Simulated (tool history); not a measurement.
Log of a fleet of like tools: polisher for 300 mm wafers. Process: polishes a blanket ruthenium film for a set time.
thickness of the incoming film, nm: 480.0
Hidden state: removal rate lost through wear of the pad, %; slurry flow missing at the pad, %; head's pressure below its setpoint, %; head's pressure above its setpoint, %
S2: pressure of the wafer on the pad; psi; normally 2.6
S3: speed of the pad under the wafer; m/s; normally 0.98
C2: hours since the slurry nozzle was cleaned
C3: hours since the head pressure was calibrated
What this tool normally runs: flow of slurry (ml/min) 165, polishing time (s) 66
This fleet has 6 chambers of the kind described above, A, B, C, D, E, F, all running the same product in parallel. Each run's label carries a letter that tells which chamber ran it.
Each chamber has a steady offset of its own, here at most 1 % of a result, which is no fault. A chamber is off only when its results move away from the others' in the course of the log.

At day 0.125: chamber A: worn pad replaced by a new one.
Run 1D, day 0.225: usual settings; wafers polished on this pad 696; C2 869.6; C3 1343.0. Result: film removed (nm) 108.890.
Run 2A, day 0.412: usual settings; wafers polished on this pad 61; C2 217.5; C3 797.9. Result: film removed (nm) 107.880.
Run 3E, day 0.579: usual settings; wafers polished on this pad 573; C2 14.2; C3 387.8. Result: film removed (nm) 107.730.
Run 4F, day 0.792: usual settings; wafers polished on this pad 183; C2 125.9; C3 235.1. Result: film removed (nm) 106.440.
Run 5C, day 0.975: usual settings but flow of slurry (ml/min) 200, polishing time (s) 77; wafers polished on this pad 492; C2 181.9; C3 67.6. Result: film removed (nm) 128.110.
Run 6B, day 1.238: usual settings but flow of slurry (ml/min) 200, polishing time (s) 77; wafers polished on this pad 386; C2 225.4; C3 363.9. Result: film removed (nm) 129.710.
At day 1.321: chamber C: worn pad replaced by a new one.
Run 7D, day 1.496: usual settings but flow of slurry (ml/min) 200, polishing time (s) 77; wafers polished on this pad 967; C2 900.1; C3 1373.5. Result: film removed (nm) 127.350.
At day 1.521: chamber E: worn pad replaced by a new one.
Run 8E, day 1.700: usual settings but flow of slurry (ml/min) 200, polishing time (s) 77; wafers polished on this pad 38; C2 41.1; C3 414.7. Result: film removed (nm) 129.190.
At day 1.721: chamber D: worn pad replaced by a new one.
Run 9B, day 2.004: usual settings but flow of slurry (ml/min) 200, polishing time (s) 77; wafers polished on this pad 548; C2 243.8; C3 382.3. Result: film removed (nm) 129.440.
At day 2.033: chamber D: slurry nozzle cleaned.
Run 10C, day 2.308: usual settings but flow of slurry (ml/min) 200, polishing time (s) 77; wafers polished on this pad 210; C2 213.9; C3 99.6. Result: film removed (nm) 128.470.
Run 11F, day 2.500: usual settings; wafers polished on this pad 546; C2 166.9; C3 276.1. Result: film removed (nm) 107.260.
Run 12A, day 2.638: usual settings but polishing time (s) 58; wafers polished on this pad 534; C2 270.9; C3 851.3. Result: film removed (nm) 96.156.
Run 13D, day 2.779: usual settings but polishing time (s) 58; wafers polished on this pad 225; C2 17.9; C3 1404.3. Result: film removed (nm) 93.712.
At day 3.038: chamber B: worn pad replaced by a new one.
Run 14F, day 3.088: usual settings but polishing time (s) 58; wafers polished on this pad 671; C2 181.0; C3 290.2. Result: film removed (nm) 96.536.
Run 15A, day 3.304: usual settings but polishing time (s) 58; wafers polished on this pad 675; C2 286.9; C3 867.3. Result: film removed (nm) 93.505.
At day 3.392: chamber C: slurry nozzle cleaned.
Run 16C, day 3.458: usual settings but polishing time (s) 58; wafers polished on this pad 455; C2 1.6; C3 127.2. Result: film removed (nm) 94.843.
Run 17E, day 3.633: usual settings but polishing time (s) 58; wafers polished on this pad 449; C2 87.5; C3 461.1. Result: film removed (nm) 94.302.
Run 18B, day 3.842: usual settings; wafers polished on this pad 170; C2 287.9; C3 426.4. Result: film removed (nm) 109.360.
At day 3.850: chamber A: head pressure recalibrated.
Run 19B, day 4.054: usual settings; wafers polished on this pad 216; C2 293.0; C3 431.5. Result: film removed (nm) 106.440.
At day 4.100: chamber A: worn pad replaced by a new one.
At day 4.138: chamber C: worn pad replaced by a new one.
Run 20A, day 4.229: usual settings; wafers polished on this pad 27; C2 309.1; C3 9.1. Result: film removed (nm) 96.494.
Run 21F, day 4.458: usual settings; wafers polished on this pad 962; C2 213.9; C3 323.1. Result: film removed (nm) 108.100.
Run 22D, day 4.767: usual settings; wafers polished on this pad 647; C2 65.6; C3 1452.0. Result: film removed (nm) 108.460.
Run 23E, day 4.929: usual settings; wafers polished on this pad 724; C2 118.6; C3 492.2. Result: film removed (nm) 108.700.
Run 24C, day 5.175: usual settings; wafers polished on this pad 220; C2 42.8; C3 168.4. Result: film removed (nm) 108.990.
At day 5.246: chamber F: worn pad replaced by a new one.
At day 5.267: chamber E: worn pad replaced by a new one.
Run 25A, day 5.338: usual settings; wafers polished on this pad 263; C2 335.7; C3 35.7. Result: film removed (nm) 96.558.
Run 26C, day 5.612: usual settings; wafers polished on this pad 313; C2 53.3; C3 178.9. Result: film removed (nm) 108.500.
Run 27B, day 5.925: usual settings; wafers polished on this pad 613; C2 337.9; C3 476.4. Result: film removed (nm) 105.900.
Run 28F, day 6.100: usual settings; wafers polished on this pad 182; C2 253.3; C3 362.5. Result: film removed (nm) 108.270.
At day 6.200: chamber D: head pressure recalibrated.
Run 29D, day 6.262: usual settings; wafers polished on this pad 965; C2 101.5; C3 1.6. Result: film removed (nm) 106.230.
Run 30E, day 6.417: usual settings; wafers polished on this pad 244; C2 154.3; C3 527.9. Result: film removed (nm) 106.770.
Run 31A, day 6.667: usual settings; wafers polished on this pad 546; C2 367.6; C3 67.6. Result: film removed (nm) 95.709.
Run 32D, day 6.854: usual settings; wafers polished on this pad 1091; C2 115.7; C3 15.8. Result: film removed (nm) 108.430.
At day 6.950: chamber C: worn pad replaced by a new one.
Run 33C, day 7.042: usual settings; wafers polished on this pad 19; C2 87.6; C3 213.2. Result: film removed (nm) 108.310.
At day 7.329: chamber B: worn pad replaced by a new one.
Run 34B, day 7.338: usual settings; wafers polished on this pad 2; C2 371.8; C3 510.3. Result: film removed (nm) 107.530.
At day 7.504: chamber F: slurry nozzle cleaned.
Run 35F, day 7.554: usual settings but flow of slurry (ml/min) 205, polishing time (s) 56; wafers polished on this pad 491; C2 1.3; C3 397.4. Result: film removed (nm) 94.135.
Run 36E, day 7.862: usual settings but flow of slurry (ml/min) 205, polishing time (s) 56; wafers polished on this pad 552; C2 189.0; C3 562.6. Result: film removed (nm) 93.883.
Run 37C, day 8.058: usual settings but flow of slurry (ml/min) 205, polishing time (s) 56; wafers polished on this pad 235; C2 112.0; C3 237.6. Result: film removed (nm) 93.265.

One chamber off, gauge drift, or nothing amiss beyond the chambers' own small offsets? If it is a chamber, which one, and what is the likeliest cause?

A service left chamber A off against the others.
What lies behind it: head's pressure below its setpoint, % = 8.91.

Chamber A could run next with any of the 4 candidate recipes listed below; each alters the usual settings, and their results appear as question marks. Which one brings its results back in line with what the other chambers deliver on the usual settings?
In line means no further than this from the other chambers' mean on the usual settings: film removed (nm) 4.200
Run 38A-1, day 8.288: usual settings but S2 2.5 psi, S3 0.92 m/s, polishing time (s) 62. Result: film removed (nm) ?.
Run 38A-2, day 8.288: usual settings but flow of slurry (ml/min) 170, polishing time (s) 72. Result: film removed (nm) ?.
Run 38A-3, day 8.288: usual settings but polishing time (s) 79. Result: film removed (nm) ?.
Run 38A-4, day 8.288: usual settings but S3 0.88 m/s. Result: film removed (nm) ?.

Mean of the other chambers on the usual settings: film removed (nm) 107.570
  run  film removed (nm)
38A-1             82.861
38A-2            107.190
38A-3            117.080
38A-4             87.681
With 38A-2, the chamber falls back in line with the rest.

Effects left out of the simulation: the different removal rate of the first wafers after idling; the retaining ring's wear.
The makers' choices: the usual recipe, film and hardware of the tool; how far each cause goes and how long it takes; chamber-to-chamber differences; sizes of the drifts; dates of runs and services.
